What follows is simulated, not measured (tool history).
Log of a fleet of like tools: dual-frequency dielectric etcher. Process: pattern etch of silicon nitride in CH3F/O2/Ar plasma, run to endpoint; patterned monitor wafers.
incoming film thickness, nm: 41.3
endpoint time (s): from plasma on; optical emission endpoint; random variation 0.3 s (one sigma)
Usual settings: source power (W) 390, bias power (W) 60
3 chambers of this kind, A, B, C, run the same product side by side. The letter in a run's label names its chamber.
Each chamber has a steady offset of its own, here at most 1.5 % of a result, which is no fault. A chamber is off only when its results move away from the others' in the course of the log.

run 1B day=0.171 | source_power_(W)=390 bias_power_(W)=60 | endpoint_time_(s)=64.972
run 2C day=0.371 | source_power_(W)=390 bias_power_(W)=60 | endpoint_time_(s)=64.017
run 3A day=0.562 | source_power_(W)=390 bias_power_(W)=60 | endpoint_time_(s)=63.650
run 4B day=0.754 | source_power_(W)=390 bias_power_(W)=60 | endpoint_time_(s)=64.657
run 5C day=0.921 | source_power_(W)=390 bias_power_(W)=60 | endpoint_time_(s)=64.230
run 6A day=1.204 | source_power_(W)=390 bias_power_(W)=60 | endpoint_time_(s)=63.500
run 7B day=1.362 | source_power_(W)=390 bias_power_(W)=60 | endpoint_time_(s)=65.194
run 8C day=1.646 | source_power_(W)=390 bias_power_(W)=60 | endpoint_time_(s)=63.853
run 9A day=1.950 | source_power_(W)=470 bias_power_(W)=74 | endpoint_time_(s)=55.304
run 10C day=2.129 | source_power_(W)=470 bias_power_(W)=74 | endpoint_time_(s)=55.569
run 11B day=2.304 | source_power_(W)=470 bias_power_(W)=74 | endpoint_time_(s)=56.390
run 12A day=2.467 | source_power_(W)=390 bias_power_(W)=60 | endpoint_time_(s)=63.502
run 13B day=2.662 | source_power_(W)=390 bias_power_(W)=60 | endpoint_time_(s)=65.048
run 14A day=2.821 | source_power_(W)=390 bias_power_(W)=60 | endpoint_time_(s)=63.838
-- day=2.896 chamber A: wet clean of the chamber
run 15C day=3.004 | source_power_(W)=390 bias_power_(W)=60 | endpoint_time_(s)=64.686
run 16B day=3.158 | source_power_(W)=390 bias_power_(W)=60 | endpoint_time_(s)=64.924
run 17C day=3.300 | source_power_(W)=390 bias_power_(W)=60 | endpoint_time_(s)=64.352
run 18A day=3.579 | source_power_(W)=390 bias_power_(W)=60 | endpoint_time_(s)=61.969
run 19C day=3.858 | source_power_(W)=390 bias_power_(W)=60 | endpoint_time_(s)=64.697
run 20B day=4.042 | source_power_(W)=300 bias_power_(W)=52 | endpoint_time_(s)=75.049
run 21A day=4.267 | source_power_(W)=300 bias_power_(W)=52 | endpoint_time_(s)=71.937
run 22A day=4.575 | source_power_(W)=300 bias_power_(W)=52 | endpoint_time_(s)=71.417
run 23C day=4.725 | source_power_(W)=390 bias_power_(W)=60 | endpoint_time_(s)=63.805
run 24B day=4.950 | source_power_(W)=390 bias_power_(W)=60 | endpoint_time_(s)=64.936
run 25C day=5.238 | source_power_(W)=390 bias_power_(W)=60 | endpoint_time_(s)=64.192
run 26A day=5.529 | source_power_(W)=390 bias_power_(W)=60 | endpoint_time_(s)=61.731
run 27B day=5.712 | source_power_(W)=470 bias_power_(W)=60 | endpoint_time_(s)=60.317
run 28C day=6.012 | source_power_(W)=470 bias_power_(W)=60 | endpoint_time_(s)=58.865
run 29A day=6.208 | source_power_(W)=470 bias_power_(W)=60 | endpoint_time_(s)=57.160
run 30B day=6.508 | source_power_(W)=390 bias_power_(W)=60 | endpoint_time_(s)=64.588
run 31A day=6.729 | source_power_(W)=390 bias_power_(W)=60 | endpoint_time_(s)=62.130
run 32C day=6.996 | source_power_(W)=390 bias_power_(W)=60 | endpoint_time_(s)=64.342
run 33B day=7.133 | source_power_(W)=390 bias_power_(W)=60 | endpoint_time_(s)=64.694
run 34C day=7.371 | source_power_(W)=320 bias_power_(W)=60 | endpoint_time_(s)=69.101

What goes on in this fleet: one chamber off, a drifting gauge, or nothing beyond the chambers' own small offsets? Name the chamber and the cause, if any.

A service left chamber A off against the others.
Cause: etch rate over this chamber's usual, % = 2.82.

Here are 4 candidates for chamber A's next run, each the usual settings with a change, their results left as question marks. Which one brings its results back in line with what the others give on the usual settings?
In line means no further than this from the other chambers' mean on the usual settings: endpoint time (s) 1.100
run 35A-1 day=7.592 | source_power_(W)=320 bias_power_(W)=60 | endpoint_time_(s)=?
run 35A-2 day=7.592 | source_power_(W)=410 bias_power_(W)=63 | endpoint_time_(s)=?
run 35A-3 day=7.592 | source_power_(W)=440 bias_power_(W)=66 | endpoint_time_(s)=?
run 35A-4 day=7.592 | source_power_(W)=370 bias_power_(W)=57 | endpoint_time_(s)=?

The other chambers' mean on the usual settings: endpoint time (s) 64.547
run=35A-1 endpoint_time_(s)=66.996
run=35A-2 endpoint_time_(s)=59.844
run=35A-3 endpoint_time_(s)=57.324
run=35A-4 endpoint_time_(s)=64.393
35A-4 brings the chamber back in line.
